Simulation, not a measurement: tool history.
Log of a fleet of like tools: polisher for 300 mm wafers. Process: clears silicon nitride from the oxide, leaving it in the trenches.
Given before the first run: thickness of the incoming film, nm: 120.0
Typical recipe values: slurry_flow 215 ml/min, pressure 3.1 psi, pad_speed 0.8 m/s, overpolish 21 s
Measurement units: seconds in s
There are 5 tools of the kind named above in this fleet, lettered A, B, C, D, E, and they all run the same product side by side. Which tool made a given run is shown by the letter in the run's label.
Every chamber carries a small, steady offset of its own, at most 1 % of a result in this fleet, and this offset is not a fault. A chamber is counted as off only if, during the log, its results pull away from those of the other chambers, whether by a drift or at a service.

run   hour  slurry_flow  pressure  pad_speed  overpolish  wafers polished on this pad  hours since the slurry nozzle was cleaned  hours since the head pressure was calibrated  seconds
 1E    8.4          215       3.1        0.8          21                          280                                      130.1                                         201.6   142.54
       9.8  -- chamber C: slurry nozzle cleaned
 2A   17.2          215       3.1        0.8          21                          835                                        772                                         509.4   141.69
      17.5  -- chamber C: worn pad replaced by a new one
      20.4  -- chamber B: worn pad replaced by a new one
 3B   27.5          215       3.1        0.8          21                           53                                        683                                         216.7   142.58
      31.9  -- chamber A: worn pad replaced by a new one
 4C   33.8          215       3.1        0.8          21                          123                                       24.1                                           720    140.8
      39.8  -- chamber A: slurry nozzle cleaned
 5D   44.5          215       3.1        0.8          21                          474                                      107.2                                         407.3    142.5
 6C   51.4          215       3.1        0.8          21                          256                                       41.7                                         737.6   141.41
        53  -- chamber E: worn pad replaced by a new one
 7A   57.6          215       3.1        0.8          21                          194                                       17.8                                         549.8   143.25
      60.7  -- chamber D: head pressure recalibrated
 8D   66.4          260       3.1        0.6          21                          639                                      129.1                                           5.7   185.48
 9B   73.5          260       3.1        0.6          21                          401                                        729                                         262.7   185.32
      78.4  -- chamber C: worn pad replaced by a new one
10E   85.5          260       3.1        0.6          21                          246                                      207.2                                         278.7   185.35
      93.1  -- chamber D: worn pad replaced by a new one
11D   95.2          260       3.1        0.6          21                           15                                      157.9                                          34.5   184.82
      96.9  -- chamber B: slurry nozzle cleaned
12C  102.6          260       3.1        0.6          21                          182                                       92.9                                         788.8    182.9
13A  113.1          215       3.1        0.8          21                          613                                       73.3                                         605.3   142.45
14E  122.3          215       3.1        0.8          21                          523                                        244                                         315.5   141.88
15B  132.7          215       3.1        0.8          21                          848                                       35.8                                         321.9   142.63
     134.2  -- chamber E: worn pad replaced by a new one
16B  141.2          215       3.1        0.8          21                          912                                       44.3                                         330.4   142.32
     146.1  -- chamber B: worn pad replaced by a new one
17C  147.3          165       3.1        0.8          33                          520                                      137.6                                         833.5   150.23
18D  154.5          165       3.1        0.8          33                          463                                      217.2                                          93.8   147.31
     155.4  -- chamber C: worn pad replaced by a new one
     156.6  -- chamber B: head pressure recalibrated
19E  160.6          165       3.1        0.8          33                          199                                      282.3                                         353.8   152.95
20A  168.6          165       3.1        0.8          33                         1032                                      128.8                                         660.8   148.09
     172.5  -- chamber A: worn pad replaced by a new one
21B  175.5          165       3.1        0.8          33                          222                                       78.6                                            19   147.91
22E  185.2          215       3.1        0.8          21                          385                                      306.9                                         378.4   149.09
23A  191.4          215       3.1        0.8          28                          142                                      151.6                                         683.6   144.75
24C  202.4          215       3.1        0.8          28                          355                                      192.7                                         888.6   142.51
     206.1  -- chamber D: slurry nozzle cleaned
25D  209.3          215       3.1        0.8          28                          877                                        3.2                                         148.6   142.25
     209.9  -- chamber D: worn pad replaced by a new one
26D    215          215       3.1        0.8          28                           39                                        8.9                                         154.3   140.18
     215.1  -- chamber C: head pressure recalibrated
       218  -- chamber E: worn pad replaced by a new one
27A  223.1          215       3.1        0.8          28                          382                                      183.3                                         715.3   141.67
28B  231.4          215         4        0.8          21                          644                                      134.5                                          74.9   111.16
     231.7  -- chamber C: worn pad replaced by a new one
29C  242.9          215         4        0.8          21                           84                                      233.2                                          27.8   111.19
30E  251.5          215         4        0.8          21                          253                                      373.2                                         444.7   122.67
31A    260          215         4        0.8          21                          660                                      220.2                                         752.2   109.29
32C  269.4          215         4        0.8          21                          285                                      259.7                                          54.3   109.73
33E  280.3          215       3.1        0.8          21                          471                                        402                                         473.5   158.27

Next, every chamber runs the same settings. What will each give?
34A  289.1          215       2.1        0.8          21                                                                                                                              ?
34B  289.1          215       2.1        0.8          21                                                                                                                              ?
34C  289.1          215       2.1        0.8          21                                                                                                                              ?
34D  289.1          215       2.1        0.8          21                                                                                                                              ?
34E  289.1          215       2.1        0.8          21                                                                                                                              ?

run  seconds
34A   211.34
34B   207.05
34C   205.32
34D   210.52
34E   233.39
